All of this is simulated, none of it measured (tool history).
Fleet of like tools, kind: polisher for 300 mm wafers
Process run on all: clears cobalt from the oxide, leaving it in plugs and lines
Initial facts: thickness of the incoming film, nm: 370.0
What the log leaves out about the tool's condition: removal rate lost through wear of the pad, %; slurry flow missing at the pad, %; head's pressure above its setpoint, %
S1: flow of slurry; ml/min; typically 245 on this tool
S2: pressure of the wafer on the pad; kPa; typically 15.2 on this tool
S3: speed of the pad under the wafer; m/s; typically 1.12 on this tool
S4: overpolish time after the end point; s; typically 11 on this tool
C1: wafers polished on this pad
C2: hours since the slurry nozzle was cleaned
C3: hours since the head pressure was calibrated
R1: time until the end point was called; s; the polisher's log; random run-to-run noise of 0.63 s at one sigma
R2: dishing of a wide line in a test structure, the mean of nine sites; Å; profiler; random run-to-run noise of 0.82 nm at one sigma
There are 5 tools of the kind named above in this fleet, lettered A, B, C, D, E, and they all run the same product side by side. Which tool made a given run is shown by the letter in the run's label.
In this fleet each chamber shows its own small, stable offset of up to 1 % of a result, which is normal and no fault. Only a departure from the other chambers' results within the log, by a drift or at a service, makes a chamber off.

{"run": "1E", "hour": 8.6, "S1": 245, "S2": 15.2, "S3": 1.12, "S4": 11, "C1": 399, "C2": 118.3, "C3": 252.2, "R1": 53.817, "R2": 456.83}
{"run": "2C", "hour": 22.6, "S1": 245, "S2": 15.2, "S3": 1.12, "S4": 11, "C1": 539, "C2": 274.7, "C3": 194.9, "R1": 53.034, "R2": 461.32}
{"run": "3D", "hour": 29.7, "S1": 245, "S2": 15.2, "S3": 1.12, "S4": 11, "C1": 247, "C2": 297.2, "C3": 498.4, "R1": 52.969, "R2": 467.25}
{"run": "4B", "hour": 38.5, "S1": 245, "S2": 15.2, "S3": 1.12, "S4": 11, "C1": 730, "C2": 328.9, "C3": 175.7, "R1": 53.966, "R2": 470.63}
{"hour": 47.6, "done": "chamber C: worn pad replaced by a new one"}
{"run": "5A", "hour": 52.1, "S1": 245, "S2": 15.2, "S3": 1.12, "S4": 11, "C1": 424, "C2": 352.8, "C3": 1053.3, "R1": 53.195, "R2": 464.29}
{"run": "6C", "hour": 60.0, "S1": 245, "S2": 15.2, "S3": 1.12, "S4": 11, "C1": 74, "C2": 312.1, "C3": 232.3, "R1": 53.149, "R2": 454.28}
{"run": "7D", "hour": 67.1, "S1": 245, "S2": 15.2, "S3": 1.12, "S4": 11, "C1": 471, "C2": 334.6, "C3": 535.8, "R1": 53.545, "R2": 477.58}
{"run": "8B", "hour": 74.6, "S1": 245, "S2": 15.2, "S3": 1.12, "S4": 11, "C1": 946, "C2": 365.0, "C3": 211.8, "R1": 54.068, "R2": 464.22}
{"run": "9A", "hour": 84.2, "S1": 245, "S2": 15.2, "S3": 1.12, "S4": 11, "C1": 616, "C2": 384.9, "C3": 1085.4, "R1": 53.025, "R2": 454.75}
{"hour": 87.4, "done": "chamber B: worn pad replaced by a new one"}
{"run": "10E", "hour": 94.0, "S1": 245, "S2": 15.2, "S3": 1.12, "S4": 11, "C1": 911, "C2": 203.7, "C3": 337.6, "R1": 52.462, "R2": 449.67}
{"run": "11A", "hour": 106.0, "S1": 310, "S2": 15.2, "S3": 1.12, "S4": 8, "C1": 747, "C2": 406.7, "C3": 1107.2, "R1": 51.142, "R2": 372.11}
{"run": "12B", "hour": 118.6, "S1": 310, "S2": 15.2, "S3": 1.12, "S4": 8, "C1": 187, "C2": 409.0, "C3": 255.8, "R1": 52.472, "R2": 388.82}
{"hour": 123.0, "done": "chamber A: head pressure recalibrated"}
{"run": "13C", "hour": 125.7, "S1": 310, "S2": 15.2, "S3": 1.12, "S4": 8, "C1": 468, "C2": 377.8, "C3": 298.0, "R1": 51.722, "R2": 386.79}
{"hour": 125.8, "done": "chamber E: worn pad replaced by a new one"}
{"hour": 129.3, "done": "chamber E: head pressure recalibrated"}
{"run": "14D", "hour": 132.8, "S1": 310, "S2": 15.2, "S3": 1.12, "S4": 8, "C1": 865, "C2": 400.3, "C3": 601.5, "R1": 52.454, "R2": 379.54}
{"hour": 144.4, "done": "chamber A: worn pad replaced by a new one"}
{"run": "15E", "hour": 146.9, "S1": 310, "S2": 15.2, "S3": 1.12, "S4": 8, "C1": 126, "C2": 256.6, "C3": 17.6, "R1": 52.421, "R2": 376.13}
{"hour": 148.2, "done": "chamber C: worn pad replaced by a new one"}
{"hour": 155.5, "done": "chamber E: slurry nozzle cleaned"}
{"run": "16B", "hour": 157.8, "S1": 245, "S2": 15.2, "S3": 1.12, "S4": 11, "C1": 422, "C2": 448.2, "C3": 295.0, "R1": 53.548, "R2": 457.66}
{"hour": 166.4, "done": "chamber D: worn pad replaced by a new one"}
{"run": "17D", "hour": 167.1, "S1": 245, "S2": 9.7, "S3": 1.12, "S4": 17, "C1": 4, "C2": 434.6, "C3": 635.8, "R1": 84.218, "R2": 465.21}
{"run": "18E", "hour": 179.0, "S1": 245, "S2": 9.7, "S3": 1.12, "S4": 17, "C1": 318, "C2": 23.5, "C3": 49.7, "R1": 84.462, "R2": 462.78}
{"hour": 181.9, "done": "chamber A: slurry nozzle cleaned"}
{"hour": 189.1, "done": "chamber B: slurry nozzle cleaned"}
{"run": "19A", "hour": 189.4, "S1": 245, "S2": 9.7, "S3": 1.12, "S4": 17, "C1": 270, "C2": 7.6, "C3": 66.5, "R1": 83.027, "R2": 449.86}
{"run": "20C", "hour": 199.9, "S1": 245, "S2": 9.7, "S3": 1.12, "S4": 17, "C1": 310, "C2": 452.0, "C3": 372.2, "R1": 82.166, "R2": 466.24}
{"run": "21B", "hour": 214.5, "S1": 245, "S2": 9.7, "S3": 1.12, "S4": 17, "C1": 762, "C2": 25.4, "C3": 351.7, "R1": 84.484, "R2": 460.87}
{"run": "22A", "hour": 223.9, "S1": 245, "S2": 15.2, "S3": 1.12, "S4": 11, "C1": 476, "C2": 42.1, "C3": 101.0, "R1": 53.208, "R2": 470.74}
{"run": "23E", "hour": 236.1, "S1": 245, "S2": 15.2, "S3": 1.12, "S4": 11, "C1": 661, "C2": 80.6, "C3": 106.8, "R1": 53.581, "R2": 462.3}
{"run": "24C", "hour": 246.3, "S1": 245, "S2": 15.2, "S3": 1.12, "S4": 11, "C1": 588, "C2": 498.4, "C3": 418.6, "R1": 53.781, "R2": 455.44}
{"hour": 248.2, "done": "chamber C: worn pad replaced by a new one"}
{"run": "25D", "hour": 260.0, "S1": 245, "S2": 15.2, "S3": 0.72, "S4": 5, "C1": 561, "C2": 527.5, "C3": 728.7, "R1": 82.218, "R2": 188.7}
{"run": "26B", "hour": 271.8, "S1": 245, "S2": 15.2, "S3": 0.72, "S4": 5, "C1": 1105, "C2": 82.7, "C3": 409.0, "R1": 84.705, "R2": 189.85}
{"hour": 282.2, "done": "chamber B: worn pad replaced by a new one"}
{"run": "27E", "hour": 284.0, "S1": 245, "S2": 15.2, "S3": 0.72, "S4": 5, "C1": 948, "C2": 128.5, "C3": 154.7, "R1": 84.502, "R2": 182.6}
{"hour": 288.6, "done": "chamber E: worn pad replaced by a new one"}
{"run": "28C", "hour": 299.1, "S1": 245, "S2": 15.2, "S3": 0.72, "S4": 5, "C1": 305, "C2": 551.2, "C3": 471.4, "R1": 83.633, "R2": 193.68}
{"hour": 302.7, "done": "chamber A: worn pad replaced by a new one"}
{"run": "29A", "hour": 309.7, "S1": 245, "S2": 15.2, "S3": 0.72, "S4": 5, "C1": 42, "C2": 127.9, "C3": 186.8, "R1": 83.644, "R2": 188.21}
{"hour": 314.1, "done": "chamber D: worn pad replaced by a new one"}
{"run": "30D", "hour": 325.0, "S1": 245, "S2": 15.2, "S3": 1.12, "S4": 11, "C1": 65, "C2": 592.5, "C3": 793.7, "R1": 51.779, "R2": 464.07}
{"run": "31E", "hour": 332.0, "S1": 315, "S2": 15.2, "S3": 1.12, "S4": 11, "C1": 260, "C2": 176.5, "C3": 202.7, "R1": 52.125, "R2": 468.16}
{"run": "32B", "hour": 346.7, "S1": 315, "S2": 15.2, "S3": 1.12, "S4": 11, "C1": 386, "C2": 157.6, "C3": 483.9, "R1": 52.402, "R2": 455.0}
{"hour": 354.0, "done": "chamber C: worn pad replaced by a new one"}
{"run": "33C", "hour": 357.0, "S1": 315, "S2": 15.2, "S3": 1.12, "S4": 11, "C1": 18, "C2": 609.1, "C3": 529.3, "R1": 51.02, "R2": 474.37}
{"run": "34D", "hour": 367.6, "S1": 315, "S2": 15.2, "S3": 1.12, "S4": 11, "C1": 320, "C2": 635.1, "C3": 836.3, "R1": 51.419, "R2": 462.45}
{"run": "35A", "hour": 378.8, "S1": 315, "S2": 15.2, "S3": 1.12, "S4": 11, "C1": 456, "C2": 197.0, "C3": 255.9, "R1": 53.686, "R2": 473.25}
{"run": "36E", "hour": 390.6, "S1": 245, "S2": 15.2, "S3": 1.4, "S4": 13, "C1": 611, "C2": 235.1, "C3": 261.3, "R1": 42.501, "R2": 555.13}
{"hour": 394.6, "done": "chamber D: slurry nozzle cleaned"}
{"run": "37A", "hour": 404.8, "S1": 245, "S2": 15.2, "S3": 1.4, "S4": 13, "C1": 612, "C2": 223.0, "C3": 281.9, "R1": 43.095, "R2": 549.28}
{"run": "38D", "hour": 413.6, "S1": 245, "S2": 15.2, "S3": 1.4, "S4": 13, "C1": 596, "C2": 19.1, "C3": 882.3, "R1": 42.036, "R2": 566.63}

The same settings go to every chamber for the next run, one line per chamber below. Forecast the results for each:
{"run": "39A", "hour": 424.7, "S1": 245, "S2": 15.2, "S3": 1.32, "S4": 11, "R1": "?", "R2": "?"}
{"run": "39B", "hour": 424.7, "S1": 245, "S2": 15.2, "S3": 1.32, "S4": 11, "R1": "?", "R2": "?"}
{"run": "39C", "hour": 424.7, "S1": 245, "S2": 15.2, "S3": 1.32, "S4": 11, "R1": "?", "R2": "?"}
{"run": "39D", "hour": 424.7, "S1": 245, "S2": 15.2, "S3": 1.32, "S4": 11, "R1": "?", "R2": "?"}
{"run": "39E", "hour": 424.7, "S1": 245, "S2": 15.2, "S3": 1.32, "S4": 11, "R1": "?", "R2": "?"}

run=39A R1=45.277 R2=507.03
run=39B R1=44.264 R2=505.36
run=39C R1=44.975 R2=514.67
run=39D R1=44.494 R2=505.73
run=39E R1=45.190 R2=501.42

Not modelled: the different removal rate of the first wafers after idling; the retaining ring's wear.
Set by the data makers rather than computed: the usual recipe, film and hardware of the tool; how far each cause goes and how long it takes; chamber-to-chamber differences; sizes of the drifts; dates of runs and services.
